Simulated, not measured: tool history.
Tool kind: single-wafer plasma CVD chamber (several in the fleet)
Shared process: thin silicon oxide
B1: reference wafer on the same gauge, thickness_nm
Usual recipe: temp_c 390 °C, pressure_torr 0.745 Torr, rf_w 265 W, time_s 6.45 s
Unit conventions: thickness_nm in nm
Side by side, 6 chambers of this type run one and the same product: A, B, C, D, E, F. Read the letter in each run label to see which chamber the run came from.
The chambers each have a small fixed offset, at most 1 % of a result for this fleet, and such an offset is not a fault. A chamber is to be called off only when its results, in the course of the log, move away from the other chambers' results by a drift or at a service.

run 1C hour=9.1 | temp_c=390 pressure_torr=0.745 rf_w=265 time_s=6.45 | B1=8.6008 | thickness_nm=10.5560
run 2B hour=14.3 | temp_c=390 pressure_torr=0.745 rf_w=265 time_s=6.45 | B1=8.6023 | thickness_nm=10.5330
run 3F hour=24.7 | temp_c=390 pressure_torr=0.745 rf_w=265 time_s=6.45 | B1=8.5980 | thickness_nm=10.4860
run 4A hour=33.2 | temp_c=390 pressure_torr=0.745 rf_w=265 time_s=6.45 | B1=8.6083 | thickness_nm=10.4700
run 5E hour=43.5 | temp_c=390 pressure_torr=0.745 rf_w=265 time_s=6.45 | B1=8.6010 | thickness_nm=10.6630
run 6D hour=53.1 | temp_c=390 pressure_torr=0.745 rf_w=265 time_s=6.45 | B1=8.5995 | thickness_nm=10.5410
run 7D hour=59.9 | temp_c=390 pressure_torr=0.745 rf_w=265 time_s=6.45 | B1=8.5969 | thickness_nm=10.5900
run 8F hour=69.6 | temp_c=390 pressure_torr=0.878 rf_w=240 time_s=6.45 | B1=8.5951 | thickness_nm=11.7110
run 9C hour=77.0 | temp_c=390 pressure_torr=0.878 rf_w=240 time_s=6.45 | B1=8.6013 | thickness_nm=11.8030
run 10B hour=86.1 | temp_c=390 pressure_torr=0.878 rf_w=240 time_s=6.45 | B1=8.6007 | thickness_nm=11.7660
run 11E hour=96.4 | temp_c=390 pressure_torr=0.878 rf_w=240 time_s=6.45 | B1=8.5973 | thickness_nm=11.8340
run 12A hour=102.0 | temp_c=390 pressure_torr=0.878 rf_w=240 time_s=6.45 | B1=8.6016 | thickness_nm=11.7520
run 13E hour=107.1 | temp_c=390 pressure_torr=0.878 rf_w=240 time_s=6.45 | B1=8.6057 | thickness_nm=11.7690
run 14B hour=117.0 | temp_c=379 pressure_torr=0.745 rf_w=265 time_s=7.03 | B1=8.6005 | thickness_nm=11.6360
run 15C hour=122.0 | temp_c=379 pressure_torr=0.745 rf_w=265 time_s=7.03 | B1=8.6015 | thickness_nm=11.7090
run 16A hour=132.1 | temp_c=379 pressure_torr=0.745 rf_w=265 time_s=7.03 | B1=8.5982 | thickness_nm=11.6240
run 17D hour=137.0 | temp_c=379 pressure_torr=0.745 rf_w=265 time_s=7.03 | B1=8.6024 | thickness_nm=11.4980
run 18F hour=143.5 | temp_c=379 pressure_torr=0.745 rf_w=265 time_s=7.03 | B1=8.5959 | thickness_nm=11.5910
run 19C hour=151.0 | temp_c=379 pressure_torr=0.745 rf_w=265 time_s=7.03 | B1=8.5981 | thickness_nm=11.6710
run 20A hour=159.2 | temp_c=390 pressure_torr=0.745 rf_w=265 time_s=6.45 | B1=8.6058 | thickness_nm=10.4430
run 21F hour=164.1 | temp_c=390 pressure_torr=0.745 rf_w=265 time_s=6.45 | B1=8.5995 | thickness_nm=10.5420
run 22E hour=170.1 | temp_c=390 pressure_torr=0.745 rf_w=265 time_s=6.45 | B1=8.6055 | thickness_nm=10.6730
run 23D hour=176.2 | temp_c=390 pressure_torr=0.745 rf_w=265 time_s=6.45 | B1=8.5967 | thickness_nm=10.5010
run 24B hour=182.8 | temp_c=390 pressure_torr=0.745 rf_w=265 time_s=6.45 | B1=8.5979 | thickness_nm=10.5600
-- hour=186.0 chamber A: thermocouple changed; heater temperature recalibrated
-- hour=190.4 chamber D: thermocouple changed; heater temperature recalibrated
-- hour=192.2 chamber B: capacitance manometer re-zeroed and calibrated
run 25C hour=192.8 | temp_c=390 pressure_torr=0.745 rf_w=265 time_s=6.45 | B1=8.6001 | thickness_nm=10.6130
run 26A hour=201.1 | temp_c=390 pressure_torr=0.745 rf_w=265 time_s=6.45 | B1=8.5970 | thickness_nm=10.3530
run 27D hour=209.6 | temp_c=390 pressure_torr=0.745 rf_w=265 time_s=6.45 | B1=8.5968 | thickness_nm=10.5600
run 28F hour=217.0 | temp_c=390 pressure_torr=0.745 rf_w=265 time_s=6.45 | B1=8.5978 | thickness_nm=10.4650
run 29E hour=226.2 | temp_c=390 pressure_torr=0.745 rf_w=265 time_s=6.45 | B1=8.5952 | thickness_nm=10.5750
run 30B hour=235.5 | temp_c=390 pressure_torr=0.745 rf_w=265 time_s=6.45 | B1=8.5989 | thickness_nm=10.5870
run 31B hour=242.5 | temp_c=390 pressure_torr=0.745 rf_w=265 time_s=6.45 | B1=8.5995 | thickness_nm=10.5150
run 32A hour=250.7 | temp_c=390 pressure_torr=0.745 rf_w=265 time_s=6.45 | B1=8.5960 | thickness_nm=10.3240
run 33C hour=255.4 | temp_c=390 pressure_torr=0.583 rf_w=265 time_s=6.45 | B1=8.6043 | thickness_nm=8.1626
-- hour=256.6 chamber C: capacitance manometer re-zeroed and calibrated
run 34F hour=260.8 | temp_c=390 pressure_torr=0.583 rf_w=265 time_s=6.45 | B1=8.6024 | thickness_nm=8.0299
run 35E hour=267.0 | temp_c=390 pressure_torr=0.583 rf_w=265 time_s=6.45 | B1=8.5928 | thickness_nm=8.2889
run 36D hour=272.2 | temp_c=390 pressure_torr=0.583 rf_w=265 time_s=6.45 | B1=8.6008 | thickness_nm=8.2240
run 37B hour=280.7 | temp_c=390 pressure_torr=0.583 rf_w=265 time_s=6.45 | B1=8.6035 | thickness_nm=8.1794
run 38C hour=286.7 | temp_c=390 pressure_torr=0.583 rf_w=265 time_s=6.45 | B1=8.6011 | thickness_nm=8.1577
run 39E hour=294.4 | temp_c=390 pressure_torr=0.745 rf_w=265 time_s=6.45 | B1=8.6008 | thickness_nm=10.6320
run 40F hour=301.4 | temp_c=379 pressure_torr=0.745 rf_w=265 time_s=6.45 | B1=8.5989 | thickness_nm=10.6060
run 41D hour=310.0 | temp_c=379 pressure_torr=0.745 rf_w=265 time_s=6.45 | B1=8.6089 | thickness_nm=10.6390

Is one chamber off against the others, does the gauge drift, or is nothing wrong? If a chamber is off, say which, and what the likeliest cause is.

Little by little, chamber A moves away from the other chambers.
What lies behind it: true pressure below the setpoint (%) = 2.61.
It could be hard to tell apart here from: delivered RF power below the setpoint (%).

Which of the 4 candidates below, each the usual settings with something changed and its results left as question marks, puts chamber A back in line with what the other chambers give on the usual settings?
To be in line, a result may differ from the other chambers' mean on the usual settings by at most: thickness_nm 0.1200 nm
run 42A-1 hour=317.4 | temp_c=390 pressure_torr=0.722 rf_w=265 time_s=6.45 | thickness_nm=?
run 42A-2 hour=317.4 | temp_c=390 pressure_torr=0.760 rf_w=265 time_s=6.53 | thickness_nm=?
run 42A-3 hour=317.4 | temp_c=390 pressure_torr=0.775 rf_w=270 time_s=6.61 | thickness_nm=?
run 42A-4 hour=317.4 | temp_c=390 pressure_torr=0.715 rf_w=260 time_s=6.29 | thickness_nm=?

What the other chambers average on the usual settings: thickness_nm 10.5760 nm
run=42A-1 thickness_nm=9.8992
run=42A-2 thickness_nm=10.5710
run=42A-3 thickness_nm=11.0030
run=42A-4 thickness_nm=9.4780
With 42A-2, the chamber falls back in line with the rest.
